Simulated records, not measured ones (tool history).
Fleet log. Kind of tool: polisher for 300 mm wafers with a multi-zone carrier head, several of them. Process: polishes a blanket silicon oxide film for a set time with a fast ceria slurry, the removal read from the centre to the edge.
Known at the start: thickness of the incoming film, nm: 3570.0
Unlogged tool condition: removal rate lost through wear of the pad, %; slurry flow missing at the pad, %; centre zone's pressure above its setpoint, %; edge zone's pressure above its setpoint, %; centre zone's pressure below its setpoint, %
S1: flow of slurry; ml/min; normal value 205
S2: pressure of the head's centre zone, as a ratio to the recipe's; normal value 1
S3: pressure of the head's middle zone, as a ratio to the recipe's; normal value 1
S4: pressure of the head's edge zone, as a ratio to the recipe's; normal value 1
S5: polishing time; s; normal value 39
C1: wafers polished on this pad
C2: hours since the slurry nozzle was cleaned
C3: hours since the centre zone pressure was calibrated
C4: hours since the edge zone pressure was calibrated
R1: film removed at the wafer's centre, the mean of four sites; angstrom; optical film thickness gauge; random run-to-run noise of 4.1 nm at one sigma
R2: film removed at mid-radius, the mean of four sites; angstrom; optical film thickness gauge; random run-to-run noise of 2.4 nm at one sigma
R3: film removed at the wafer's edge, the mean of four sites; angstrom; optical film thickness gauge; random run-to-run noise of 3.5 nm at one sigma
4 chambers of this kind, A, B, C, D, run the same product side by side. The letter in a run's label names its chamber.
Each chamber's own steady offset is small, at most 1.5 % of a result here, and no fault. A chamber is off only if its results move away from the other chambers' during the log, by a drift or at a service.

| run | hour | S1 | S2 | S3 | S4 | S5 | C1 | C2 | C3 | C4 | R1 | R2 | R3 |
|---|---|---|---|---|---|---|---|---|---|---|---|---|---|
|  | 6.1 | chamber C: worn pad replaced by a new one |
| 1D | 6.1 | 205 | 1 | 1 | 1 | 39 | 1096 | 367.3 | 1046 | 308.9 | 3622.3 | 3513.2 | 3482.8 |
| 2C | 15.2 | 205 | 1 | 1 | 1 | 39 | 167 | 78.2 | 650.6 | 256.6 | 3560.1 | 3539 | 3573.3 |
|  | 19.5 | chamber D: worn pad replaced by a new one |
| 3B | 20.7 | 205 | 1 | 1 | 1 | 39 | 441 | 290.2 | 109.1 | 293.7 | 3484 | 3534.6 | 3546.6 |
|  | 26.2 | chamber A: worn pad replaced by a new one |
| 4A | 26.3 | 205 | 1 | 1 | 1 | 39 | 3 | 344.4 | 654.1 | 404.3 | 3534.5 | 3465.7 | 3488.4 |
| 5A | 34.8 | 205 | 1 | 1 | 1 | 39 | 158 | 352.9 | 662.6 | 412.8 | 3513.6 | 3489.5 | 3492.1 |
| 6C | 39.1 | 205 | 1 | 1 | 1 | 39 | 604 | 102.1 | 674.5 | 280.5 | 3525.2 | 3545.4 | 3495.2 |
|  | 44 | chamber D: centre zone pressure recalibrated |
| 7D | 47.3 | 205 | 1 | 1 | 1 | 39 | 509 | 408.5 | 3.3 | 350.1 | 3508.7 | 3541.5 | 3498.7 |
|  | 49.4 | chamber B: worn pad replaced by a new one |
| 8B | 53 | 205 | 1 | 1 | 1 | 39 | 66 | 322.5 | 141.4 | 326 | 3562.5 | 3480.1 | 3499.6 |
| 9A | 60.1 | 205 | 1 | 1 | 1 | 39 | 620 | 378.2 | 687.9 | 438.1 | 3523.7 | 3548.4 | 3461.3 |
| 10B | 64.3 | 205 | 1 | 1 | 1 | 39 | 273 | 333.8 | 152.7 | 337.3 | 3454.3 | 3486.7 | 3574.2 |
| 11D | 73.1 | 205 | 1 | 1 | 1 | 39 | 980 | 434.3 | 29.1 | 375.9 | 3563.9 | 3526.3 | 3491.1 |
|  | 76.5 | chamber D: worn pad replaced by a new one |
|  | 79.8 | chamber C: worn pad replaced by a new one |
| 12C | 81.7 | 270 | 1 | 1 | 1 | 28 | 34 | 144.7 | 717.1 | 323.1 | 2617.5 | 2599.7 | 2563.9 |
| 13A | 91.2 | 270 | 1 | 1 | 1 | 28 | 1188 | 409.3 | 719 | 469.2 | 2645.2 | 2612.2 | 2596.9 |
|  | 93.2 | chamber B: worn pad replaced by a new one |
|  | 95.9 | chamber A: worn pad replaced by a new one |
| 14D | 96.5 | 270 | 1 | 1 | 1 | 28 | 365 | 457.7 | 52.5 | 399.3 | 2646.9 | 2597.5 | 2562.6 |
| 15B | 105.6 | 270 | 1 | 1 | 1 | 28 | 227 | 375.1 | 194 | 378.6 | 2639.1 | 2567.6 | 2640.8 |
| 16C | 113.2 | 205 | 1 | 1 | 1 | 39 | 609 | 176.2 | 748.6 | 354.6 | 3453.7 | 3478 | 3415.1 |
| 17B | 120.4 | 205 | 1 | 1 | 1 | 39 | 498 | 389.9 | 208.8 | 393.4 | 3461.7 | 3483 | 3511.5 |
| 18A | 126.8 | 205 | 1 | 1 | 1 | 39 | 564 | 444.9 | 754.6 | 504.8 | 3560.4 | 3513.5 | 3494.9 |
| 19C | 131.8 | 205 | 1 | 1 | 1 | 39 | 949 | 194.8 | 767.2 | 373.2 | 3398.8 | 3411.3 | 3379.3 |
|  | 137.9 | chamber B: slurry nozzle cleaned |
| 20D | 138.2 | 205 | 1 | 1 | 1 | 39 | 1126 | 499.4 | 94.2 | 441 | 3539.3 | 3530.9 | 3451.5 |
|  | 141.3 | chamber D: worn pad replaced by a new one |
|  | 142.8 | chamber C: worn pad replaced by a new one |
| 21D | 143.8 | 205 | 1 | 1 | 1 | 39 | 47 | 505 | 99.8 | 446.6 | 3593 | 3497.7 | 3518.3 |
| 22A | 148.1 | 205 | 1 | 1 | 1 | 52 | 953 | 466.2 | 775.9 | 526.1 | 4602.7 | 4689.7 | 4714.7 |
|  | 148.2 | chamber B: worn pad replaced by a new one |
| 23B | 154.2 | 205 | 1 | 1 | 1 | 52 | 110 | 16.4 | 242.6 | 427.2 | 4631.3 | 4640.9 | 4780.1 |
| 24C | 159.2 | 205 | 1 | 1 | 1 | 52 | 299 | 222.2 | 794.6 | 400.6 | 4304.3 | 4523.2 | 4477.1 |
| 25D | 166.9 | 205 | 1 | 1 | 1 | 52 | 468 | 528.1 | 122.9 | 469.7 | 4682.3 | 4660.9 | 4686.6 |
|  | 169.2 | chamber A: worn pad replaced by a new one |
| 26A | 171.1 | 205 | 1 | 1 | 1 | 39 | 35 | 489.2 | 798.9 | 549.1 | 3555.8 | 3524.8 | 3512.1 |

Predict what each chamber gives when all 4 of them run the settings below next.
| 27A | 178 | 205 | 1 | 1 | 1 | 39 |  |  |  |  | ? | ? | ? |
| 27B | 178 | 205 | 1 | 1 | 1 | 39 |  |  |  |  | ? | ? | ? |
| 27C | 178 | 205 | 1 | 1 | 1 | 39 |  |  |  |  | ? | ? | ? |
| 27D | 178 | 205 | 1 | 1 | 1 | 39 |  |  |  |  | ? | ? | ? |

| run | R1 | R2 | R3 |
|---|---|---|---|
| 27A | 3560.4 | 3527.2 | 3530 |
| 27B | 3576.7 | 3509.5 | 3568.9 |
| 27C | 3293.7 | 3324.3 | 3309.9 |
| 27D | 3544.9 | 3477.5 | 3469.1 |
